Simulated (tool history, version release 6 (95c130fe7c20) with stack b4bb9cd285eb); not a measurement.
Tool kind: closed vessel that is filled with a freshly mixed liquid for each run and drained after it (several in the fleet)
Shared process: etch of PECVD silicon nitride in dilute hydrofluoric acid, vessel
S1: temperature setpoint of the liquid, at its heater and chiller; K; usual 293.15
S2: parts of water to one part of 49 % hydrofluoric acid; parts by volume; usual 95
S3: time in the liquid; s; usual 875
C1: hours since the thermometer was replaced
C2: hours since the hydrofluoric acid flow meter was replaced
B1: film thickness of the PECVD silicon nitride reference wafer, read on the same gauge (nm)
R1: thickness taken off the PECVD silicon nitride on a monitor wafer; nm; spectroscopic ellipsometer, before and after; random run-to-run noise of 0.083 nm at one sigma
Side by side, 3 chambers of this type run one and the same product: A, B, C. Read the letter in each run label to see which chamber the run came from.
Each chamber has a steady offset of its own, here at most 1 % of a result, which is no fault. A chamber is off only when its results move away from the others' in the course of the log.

Run 1A, hour 8.3: usual settings; C1 735.4; C2 1311.8; B1 60.015. Result: R1 12.4070 nm.
Run 2B, hour 15.4: usual settings; C1 676.8; C2 557.4; B1 60.009. Result: R1 12.3640 nm.
Run 3C, hour 20.9: usual settings; C1 1465.5; C2 1406.2; B1 60.002. Result: R1 12.3890 nm.
Run 4A, hour 25.2: usual settings; C1 752.3; C2 1328.7; B1 59.998. Result: R1 12.3560 nm.
Run 5B, hour 30.9: usual settings; C1 692.3; C2 572.9; B1 60.000. Result: R1 12.2670 nm.
Run 6C, hour 38.6: usual settings; C1 1483.2; C2 1423.9; B1 60.011. Result: R1 12.4300 nm.
Run 7B, hour 42.6: usual settings; C1 704.0; C2 584.6; B1 59.999. Result: R1 12.3950 nm.
Run 8C, hour 50.9: usual settings; C1 1495.5; C2 1436.2; B1 59.997. Result: R1 12.3360 nm.
Run 9A, hour 56.1: usual settings; C1 783.2; C2 1359.6; B1 59.986. Result: R1 12.4210 nm.
Run 10A, hour 61.3: usual settings; C1 788.4; C2 1364.8; B1 60.013. Result: R1 12.5770 nm.
Run 11C, hour 67.5: usual settings; C1 1512.1; C2 1452.8; B1 60.017. Result: R1 12.3510 nm.
Run 12B, hour 73.5: usual settings; C1 734.9; C2 615.5; B1 60.004. Result: R1 12.3730 nm.
Run 13C, hour 80.3: usual settings but S2 50 parts by volume; C1 1524.9; C2 1465.6; B1 60.002. Result: R1 22.9470 nm.
Run 14B, hour 88.2: usual settings but S2 50 parts by volume; C1 749.6; C2 630.2; B1 60.010. Result: R1 22.7430 nm.
Run 15A, hour 96.0: usual settings but S2 50 parts by volume; C1 823.1; C2 1399.5; B1 60.013. Result: R1 23.4700 nm.
Run 16C, hour 101.2: usual settings; C1 1545.8; C2 1486.5; B1 60.015. Result: R1 12.3550 nm.
Run 17A, hour 105.0: usual settings; C1 832.1; C2 1408.5; B1 59.998. Result: R1 12.6870 nm.
Run 18B, hour 112.0: usual settings; C1 773.4; C2 654.0; B1 60.015. Result: R1 12.2530 nm.
Run 19A, hour 118.4: usual settings; C1 845.5; C2 1421.9; B1 60.000. Result: R1 12.7780 nm.
Run 20B, hour 125.3: usual settings but S1 290.15 K, S2 45 parts by volume; C1 786.7; C2 667.3; B1 59.986. Result: R1 20.2350 nm.
Run 21C, hour 130.1: usual settings but S1 290.15 K, S2 45 parts by volume; C1 1574.7; C2 1515.4; B1 59.992. Result: R1 20.1810 nm.
Run 22A, hour 135.5: usual settings but S1 290.15 K, S2 45 parts by volume; C1 862.6; C2 1439.0; B1 60.009. Result: R1 21.4140 nm.
Run 23C, hour 142.0: usual settings but S2 125 parts by volume; C1 1586.6; C2 1527.3; B1 59.996. Result: R1 9.4409 nm.
Run 24B, hour 146.5: usual settings but S2 125 parts by volume; C1 807.9; C2 688.5; B1 59.974. Result: R1 9.3642 nm.
Run 25C, hour 154.6: usual settings but S2 125 parts by volume; C1 1599.2; C2 1539.9; B1 59.985. Result: R1 9.4879 nm.
Run 26A, hour 160.3: usual settings but S2 115 parts by volume, S3 645 s; C1 887.4; C2 1463.8; B1 59.994. Result: R1 7.8749 nm.
Run 27B, hour 164.8: usual settings but S2 115 parts by volume, S3 645 s; C1 826.2; C2 706.8; B1 60.017. Result: R1 7.5543 nm.
Run 28B, hour 172.2: usual settings but S2 115 parts by volume, S3 645 s; C1 833.6; C2 714.2; B1 60.007. Result: R1 7.4898 nm.
Run 29A, hour 176.1: usual settings but S1 296.65 K, S3 1035 s; C1 903.2; C2 1479.6; B1 59.999. Result: R1 19.3220 nm.
Run 30C, hour 180.3: usual settings but S1 296.65 K, S3 1035 s; C1 1624.9; C2 1565.6; B1 59.983. Result: R1 18.6250 nm.
Run 31C, hour 184.7: usual settings but S1 296.65 K, S3 1035 s; C1 1629.3; C2 1570.0; B1 59.997. Result: R1 18.5960 nm.
Run 32A, hour 190.2: usual settings; C1 917.3; C2 1493.7; B1 60.001. Result: R1 12.8900 nm.
Run 33B, hour 195.6: usual settings; C1 857.0; C2 737.6; B1 60.001. Result: R1 12.3100 nm.
Run 34C, hour 200.0: usual settings; C1 1644.6; C2 1585.3; B1 59.985. Result: R1 12.2320 nm.
Run 35A, hour 206.9: usual settings but S2 125 parts by volume, S3 1360 s; C1 934.0; C2 1510.4; B1 60.013. Result: R1 15.4990 nm.

Predict what each chamber gives when all 3 of them run the settings below next.
Run 36A, hour 213.0: usual settings. Result: R1 ?.
Run 36B, hour 213.0: usual settings. Result: R1 ?.
Run 36C, hour 213.0: usual settings. Result: R1 ?.

run       R1
36A  12.9700
36B  12.2960
36C  12.3240
